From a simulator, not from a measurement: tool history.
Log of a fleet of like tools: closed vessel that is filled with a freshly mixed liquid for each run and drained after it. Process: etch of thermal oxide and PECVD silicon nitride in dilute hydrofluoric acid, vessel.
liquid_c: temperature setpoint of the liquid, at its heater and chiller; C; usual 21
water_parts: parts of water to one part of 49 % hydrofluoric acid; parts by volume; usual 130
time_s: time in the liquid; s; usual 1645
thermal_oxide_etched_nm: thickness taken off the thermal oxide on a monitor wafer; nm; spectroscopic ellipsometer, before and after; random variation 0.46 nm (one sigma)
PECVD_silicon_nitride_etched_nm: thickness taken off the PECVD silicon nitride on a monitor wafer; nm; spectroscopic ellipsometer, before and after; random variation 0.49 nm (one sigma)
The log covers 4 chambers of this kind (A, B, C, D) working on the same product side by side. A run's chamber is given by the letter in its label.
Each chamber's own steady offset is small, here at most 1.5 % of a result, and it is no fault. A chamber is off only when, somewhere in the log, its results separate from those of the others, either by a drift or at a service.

run    day  liquid_c  water_parts  time_s  hours since the thermometer was replaced  hours since the hydrofluoric acid flow meter was replaced  read-back film thickness of the thermal oxide reference wafer, read on the same gauge (nm)  read-back film thickness of the PECVD silicon nitride reference wafer, read on the same gauge (nm)  thermal_oxide_etched_nm  PECVD_silicon_nitride_etched_nm
 1B  0.100        21          130    1645                                    1165.9                                                     1666.1                                                                                      40.035                                                                                              30.001                   49.743                           52.068
 2A  0.317        21          130    1645                                     775.1                                                      544.0                                                                                      40.043                                                                                              29.990                   49.955                           52.738
 3C  0.521        21          130    1645                                     526.8                                                      799.0                                                                                      40.020                                                                                              29.998                   50.357                           52.173
 4D  0.638        21          130    1645                                    1484.5                                                     1256.8                                                                                      40.032                                                                                              30.010                   49.766                           51.849
 5B  0.767        21          130    1645                                    1181.9                                                     1682.1                                                                                      40.058                                                                                              30.009                   49.558                           52.181
 6A  0.888        21          130    1645                                     788.8                                                      557.7                                                                                      39.999                                                                                              29.992                   50.082                           51.853
 7C  1.021        21          130    1645                                     538.8                                                      811.0                                                                                      39.960                                                                                              29.995                   50.567                           52.330
 8D  1.150        17          130    1645                                    1496.8                                                     1269.1                                                                                      40.008                                                                                              29.990                   42.519                           39.135
 9C  1.350        17          130    1645                                     546.7                                                      818.9                                                                                      39.990                                                                                              29.994                   42.497                           39.615
10D  1.500        17          130    1645                                    1505.2                                                     1277.5                                                                                      40.039                                                                                              29.998                   43.260                           39.368
11A  1.629        17          130    1645                                     806.6                                                      575.5                                                                                      39.930                                                                                              30.035                   42.232                           40.946
12B  1.833        21          130    1645                                    1207.5                                                     1707.7                                                                                      39.983                                                                                              30.012                   49.859                           52.572
13C  2.004        21          130    1645                                     562.4                                                      834.6                                                                                      40.029                                                                                              30.009                   50.289                           52.524
14A  2.100        21          130    1645                                     817.9                                                      586.8                                                                                      39.925                                                                                              30.021                   49.165                           52.865
15B  2.271        21          130    1645                                    1218.0                                                     1718.2                                                                                      39.975                                                                                              30.033                   49.429                           53.293
16D  2.458        21          130    1645                                    1528.2                                                     1300.5                                                                                      39.988                                                                                              29.971                   51.899                           52.241
17A  2.629        21          130    1645                                     830.6                                                      599.5                                                                                      39.989                                                                                              29.961                   49.727                           52.234
18C  2.729        21          130    1645                                     579.8                                                      852.0                                                                                      40.070                                                                                              30.014                   50.520                           51.621
19D  2.925        21          130    1285                                    1539.4                                                     1311.7                                                                                      39.997                                                                                              30.017                   40.861                           41.912
20B  3.075        21          130    1285                                    1237.3                                                     1737.5                                                                                      40.038                                                                                              30.024                   38.839                           41.023
21B  3.183        21          130    1285                                    1239.9                                                     1740.1                                                                                      39.989                                                                                              29.971                   39.173                           41.019
     3.317  -- chamber C: hydrofluoric acid flow meter replaced
22C  3.342        21          130    1285                                     594.5                                                        0.7                                                                                      39.996                                                                                              29.982                   39.634                           41.252
23D  3.521        21          130    1645                                    1553.7                                                     1326.0                                                                                      40.023                                                                                              30.000                   52.915                           54.347
24A  3.712        21          130    1645                                     856.6                                                      625.5                                                                                      40.009                                                                                              29.997                   49.270                           51.777
     3.750  -- chamber A: hydrofluoric acid flow meter replaced
25C  3.900        21          130    1645                                     607.9                                                       14.1                                                                                      39.993                                                                                              29.996                   49.799                           52.044
26A  4.088        21          130    1645                                     865.6                                                        8.1                                                                                      40.004                                                                                              29.966                   50.005                           52.404
27D  4.204        21          130    1645                                    1570.1                                                     1342.4                                                                                      39.961                                                                                              30.026                   53.595                           55.048
28B  4.321        21          130    2210                                    1267.2                                                     1767.4                                                                                      40.057                                                                                              30.002                   67.183                           70.225
     4.346  -- chamber D: thermometer replaced
29D  4.446        21          130    2210                                       2.5                                                     1348.2                                                                                      40.009                                                                                              30.011                   71.947                           75.647
30C  4.650        21          130    2210                                     625.9                                                       32.1                                                                                      40.032                                                                                              29.988                   68.475                           69.082
31A  4.871        21          130    2210                                     884.4                                                       26.9                                                                                      39.992                                                                                              29.995                   65.462                           70.412
32B  4.967        21          130    1645                                    1282.7                                                     1782.9                                                                                      40.035                                                                                              30.011                   49.358                           53.284
33B  5.133        21          165    2085                                    1286.7                                                     1786.9                                                                                      40.016                                                                                              29.989                   48.661                           52.550
34D  5.329        21          165    2085                                      23.7                                                     1369.4                                                                                      40.012                                                                                              30.019                   52.940                           57.921

Is one chamber out of step, is the gauge drifting, or do the chambers differ by no more than their own small offsets? For an off chamber, give its letter and the likeliest cause.

Little by little, chamber D moves away from the other chambers.
Cause: hydrofluoric acid flow above the setpoint (%) = 10.1.

Below are 4 candidate recipes for chamber D's next run, each the usual settings with a change, their results shown as question marks. Which of them brings D's results back in line with what the other chambers give on the usual settings?
A result is in line if it is within this distance of the other chambers' mean on the usual settings: thermal_oxide_etched_nm 1.600 nm; PECVD_silicon_nitride_etched_nm 1.700 nm
35D-1  5.488      21.5          145    1510                                                                                                                                                                                                                                                                                                                             ?                                ?
35D-2  5.488      20.5          120    1725                                                                                                                                                                                                                                                                                                                             ?                                ?
35D-3  5.488      21.5          140    1565                                                                                                                                                                                                                                                                                                                             ?                                ?
35D-4  5.488      20.5          115    1780                                                                                                                                                                                                                                                                                                                             ?                                ?

Other chambers, usual settings, mean: thermal_oxide_etched_nm 50.028 nm; PECVD_silicon_nitride_etched_nm 52.258 nm
  run  thermal_oxide_etched_nm  PECVD_silicon_nitride_etched_nm
35D-1                   46.072                           48.994
35D-2                   62.655                           62.995
35D-3                   49.705                           52.555
35D-4                   67.814                           67.770
The right change is 35D-3: it brings the chamber back within the allowed miss of the others.
